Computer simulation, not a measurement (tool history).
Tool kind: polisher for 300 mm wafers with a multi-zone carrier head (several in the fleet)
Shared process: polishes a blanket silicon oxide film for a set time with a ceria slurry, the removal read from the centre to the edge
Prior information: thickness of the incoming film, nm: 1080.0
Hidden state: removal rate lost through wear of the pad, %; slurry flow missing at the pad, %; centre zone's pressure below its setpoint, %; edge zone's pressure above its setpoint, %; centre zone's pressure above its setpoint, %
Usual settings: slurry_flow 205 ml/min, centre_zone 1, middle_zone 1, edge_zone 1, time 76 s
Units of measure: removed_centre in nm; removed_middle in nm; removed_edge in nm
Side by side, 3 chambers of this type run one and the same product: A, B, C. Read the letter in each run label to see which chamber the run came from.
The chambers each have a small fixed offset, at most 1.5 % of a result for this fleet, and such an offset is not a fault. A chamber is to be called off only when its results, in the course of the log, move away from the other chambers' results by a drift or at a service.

run,hour,slurry_flow,centre_zone,middle_zone,edge_zone,time,wafers polished on this pad,hours since the slurry nozzle was cleaned,hours since the centre zone pressure was calibrated,hours since the edge zone pressure was calibrated,removed_centre,removed_middle,removed_edge
1A,6.4,205,1,1,1,76,1145,185.6,323.7,110.6,361.04,375.29,368.75
# hour 8.5: chamber A: worn pad replaced by a new one
2C,12.9,205,1,1,1,76,359,168.8,397.2,1344.5,377.3,380.75,371.34
3B,22.2,205,1,1,1,76,273,100.7,117.7,617.6,378.89,378.33,365.66
# hour 25.7: chamber C: edge zone pressure recalibrated
4C,28.3,205,1,1,1,76,461,184.2,412.6,2.6,377.73,380.43,367.38
5A,36.9,205,1,1,1,76,190,216.1,354.2,141.1,368.02,374.55,373.07
6B,46.5,205,1,1,1,76,435,125,142,641.9,378.12,377.09,370.48
7B,55.9,205,1,1,1,76,497,134.4,151.4,651.3,374.36,376.33,373.91
8C,65.4,265,1,0.89,1,76,709,221.3,449.7,39.7,394.12,345.43,390.34
9A,70.5,265,1,0.89,1,76,414,249.7,387.8,174.7,382.33,342.87,383.86
10A,76.8,265,1,0.89,1,76,456,256,394.1,181,388.67,355.34,386.23
# hour 82: chamber C: slurry nozzle cleaned
11B,82.2,205,1,1,1,76,673,160.7,177.7,677.6,377.38,379.23,362.92
12C,87.6,205,1,1,1.05,52,857,5.7,471.9,61.9,254.26,258.54,256.8
# hour 91.5: chamber C: worn pad replaced by a new one
13C,93.4,205,1,1,1.05,52,12,11.5,477.7,67.7,255.16,255.11,265.58
14B,103.7,205,1,1,1.05,52,816,182.2,199.2,699.1,255.29,254.95,258.98
# hour 107.9: chamber B: edge zone pressure recalibrated
# hour 108.8: chamber C: centre zone pressure recalibrated
15A,111.1,205,1,1.08,1,91,685,290.3,428.4,215.3,446.51,477.46,442.14
16A,119.7,205,1,1.08,1,91,742,298.9,437,223.9,438.26,480.88,460.89
17B,129.8,205,1,1.08,1,91,990,208.3,225.3,22,449.59,478.19,437.73
18C,140,225,1,1,1,76,323,58.1,31.3,114.3,385.82,370.04,378.92
19C,146,225,1,1,1,76,363,64.1,37.3,120.3,397.84,380.87,382.67
20B,154.7,225,1,1,1,76,1157,233.2,250.2,46.9,380.06,384.32,375.58
# hour 155.7: chamber A: centre zone pressure recalibrated
# hour 158: chamber B: worn pad replaced by a new one
21A,164.8,205,1,1,1,76,1043,344,9.2,269,368.63,366.64,370.09
22B,170.4,205,1,1,1,76,83,248.9,265.9,62.6,376.99,374.92,378.74
23A,176.6,205,1,1,1,76,1122,355.8,21,280.8,363.57,364.99,371.03
24C,182.7,205,1,1.11,1,76,608,100.8,74,157,378.2,420.03,374.13
25A,189.8,205,1,1.11,1,76,1210,369,34.2,294,359.67,402.85,365.61
26C,199.8,205,1,1.11,1,76,722,117.9,91.1,174.1,380.38,414.47,380.79
27B,208.2,205,1,1,1,76,335,286.7,303.7,100.4,380.46,367.6,363.84
# hour 210: chamber B: slurry nozzle cleaned
# hour 212.1: chamber A: worn pad replaced by a new one
28A,215.5,205,1,1,1,76,22,394.7,59.9,319.7,358.48,356.76,361.21
29C,222,205,1,1,1,76,870,140.1,113.3,196.3,377.19,376.98,369.82
# hour 226.9: chamber C: worn pad replaced by a new one
30B,228.9,205,1,1,1,76,473,18.9,324.4,121.1,374.52,372.54,373.53
31C,237.8,205,1,1,1,76,73,155.9,129.1,212.1,372.53,374.75,371.18
32A,247.1,205,1,1,1.04,76,233,426.3,91.5,351.3,352,353.52,366.52
33B,253.3,205,1,1,1.04,76,636,43.3,348.8,145.5,382.17,375.8,380.02
34C,260.3,205,1,1,1.04,76,223,178.4,151.6,234.6,381.22,374.67,384.82
35B,269.2,205,1,1,1,76,742,59.2,364.7,161.4,367.67,369.45,376.58
36A,278.3,205,1,1,1,76,441,457.5,122.7,382.5,330.14,342.08,356.02

Read the log: is a single chamber off, either drifting away or since a service, is the gauge that measures every chamber drifting, or is nothing wrong beyond small per-chamber offsets? Name any odd chamber and what most likely caused it.

Little by little, chamber A moves away from the other chambers.
Likeliest cause: slurry flow missing at the pad, % = 40.2.

Which of the 4 candidates below, each the usual settings with something changed and its results left as question marks, puts chamber A back in line with what the other chambers give on the usual settings?
In line means no further than this from the other chambers' mean on the usual settings: removed_centre 15 nm; removed_middle 19 nm; removed_edge 15 nm
37A-1,286,195,0.96,0.98,1.02,71,,,,,?,?,?
37A-2,286,225,1.07,1.04,0.95,86,,,,,?,?,?
37A-3,286,215,1.04,1.02,0.98,81,,,,,?,?,?
37A-4,286,185,0.93,0.96,1.05,66,,,,,?,?,?

The mean the other chambers reach with the usual settings: removed_centre 376.91 nm; removed_middle 375.46 nm; removed_edge 373.84 nm
run,removed_centre,removed_middle,removed_edge
37A-1,295.64,307.57,326.64
37A-2,419.24,406.69,390.13
37A-3,378.35,372.5,370.77
37A-4,261.23,276.82,305.53
With 37A-3, the chamber falls back in line with the rest.
